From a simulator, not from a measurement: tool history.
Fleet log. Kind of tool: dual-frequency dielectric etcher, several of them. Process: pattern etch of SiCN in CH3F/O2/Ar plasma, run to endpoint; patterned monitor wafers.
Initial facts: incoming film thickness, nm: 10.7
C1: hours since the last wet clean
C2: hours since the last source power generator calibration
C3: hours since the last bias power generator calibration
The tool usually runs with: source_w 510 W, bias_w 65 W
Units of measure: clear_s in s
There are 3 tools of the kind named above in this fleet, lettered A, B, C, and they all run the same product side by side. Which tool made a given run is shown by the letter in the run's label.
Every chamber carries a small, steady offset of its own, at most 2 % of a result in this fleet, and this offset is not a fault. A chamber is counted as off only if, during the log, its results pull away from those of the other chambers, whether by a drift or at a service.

Run 1C, day 0.325: usual settings; C1 273.5; C2 1516.9; C3 237.2. Result: clear_s 27.123 s.
Run 2B, day 0.679: usual settings; C1 174.8; C2 1517.6; C3 1016.8. Result: clear_s 26.465 s.
Run 3A, day 0.958: usual settings; C1 99.3; C2 196; C3 657.5. Result: clear_s 26.706 s.
Run 4C, day 1.192: usual settings; C1 294.3; C2 1537.7; C3 258. Result: clear_s 27.247 s.
Run 5B, day 1.488: usual settings; C1 194.2; C2 1537; C3 1036.2. Result: clear_s 26.442 s.
Run 6A, day 1.662: usual settings; C1 116.2; C2 212.9; C3 674.4. Result: clear_s 26.847 s.
Run 7B, day 2.025: usual settings; C1 207.1; C2 1549.9; C3 1049.1. Result: clear_s 26.701 s.
Run 8A, day 2.296: usual settings; C1 131.4; C2 228.1; C3 689.6. Result: clear_s 26.619 s.
Run 9C, day 2.562: usual settings; C1 327.2; C2 1570.6; C3 290.9. Result: clear_s 26.932 s.
Run 10C, day 2.842: usual settings; C1 333.9; C2 1577.3; C3 297.6. Result: clear_s 27.191 s.
Run 11A, day 3.033: usual settings but source_w 620 W; C1 149.1; C2 245.8; C3 707.3. Result: clear_s 25.059 s.
Run 12B, day 3.383: usual settings but source_w 620 W; C1 239.7; C2 1582.5; C3 1081.7. Result: clear_s 24.448 s.
Run 13A, day 3.758: usual settings but source_w 620 W; C1 166.5; C2 263.2; C3 724.7. Result: clear_s 24.954 s.
Run 14C, day 3.975: usual settings; C1 361.1; C2 1604.5; C3 324.8. Result: clear_s 27.082 s.
Run 15B, day 4.146: usual settings; C1 258; C2 1600.8; C3 1100. Result: clear_s 26.314 s.
Run 16A, day 4.462: usual settings; C1 183.4; C2 280.1; C3 741.6. Result: clear_s 26.714 s.
Run 17C, day 4.721: usual settings but source_w 460 W, bias_w 78 W; C1 379; C2 1622.4; C3 342.7. Result: clear_s 26.42 s.
Run 18B, day 5.046: usual settings but source_w 460 W, bias_w 78 W; C1 279.6; C2 1622.4; C3 1121.6. Result: clear_s 25.724 s.
Run 19A, day 5.267: usual settings but source_w 460 W, bias_w 78 W; C1 202.7; C2 299.4; C3 760.9. Result: clear_s 26.108 s.
Run 20C, day 5.45: usual settings; C1 396.5; C2 1639.9; C3 360.2. Result: clear_s 27.246 s.
Run 21B, day 5.629: usual settings; C1 293.6; C2 1636.4; C3 1135.6. Result: clear_s 26.372 s.
Run 22C, day 5.888: usual settings; C1 407; C2 1650.4; C3 370.7. Result: clear_s 27.098 s.
Run 23A, day 6.083: usual settings but source_w 580 W, bias_w 50 W; C1 222.3; C2 319; C3 780.5. Result: clear_s 27.826 s.
Run 24B, day 6.333: usual settings but source_w 580 W, bias_w 50 W; C1 310.5; C2 1653.3; C3 1152.5. Result: clear_s 27.426 s.
Run 25C, day 6.683: usual settings but source_w 580 W, bias_w 50 W; C1 426.1; C2 1669.5; C3 389.8. Result: clear_s 27.977 s.
Run 26B, day 6.883: usual settings; C1 323.7; C2 1666.5; C3 1165.7. Result: clear_s 26.694 s.
Run 27A, day 7.071: usual settings; C1 246; C2 342.7; C3 804.2. Result: clear_s 26.473 s.
Run 28B, day 7.346: usual settings; C1 334.8; C2 1677.6; C3 1176.8. Result: clear_s 26.435 s.

Next, all 3 chambers run the settings below, one line each with question marks for the results. What does each chamber give?
Run 29A, day 7.612: usual settings. Result: clear_s ?.
Run 29B, day 7.612: usual settings. Result: clear_s ?.
Run 29C, day 7.612: usual settings. Result: clear_s ?.

run  clear_s
29A   26.564
29B   26.313
29C   27.263
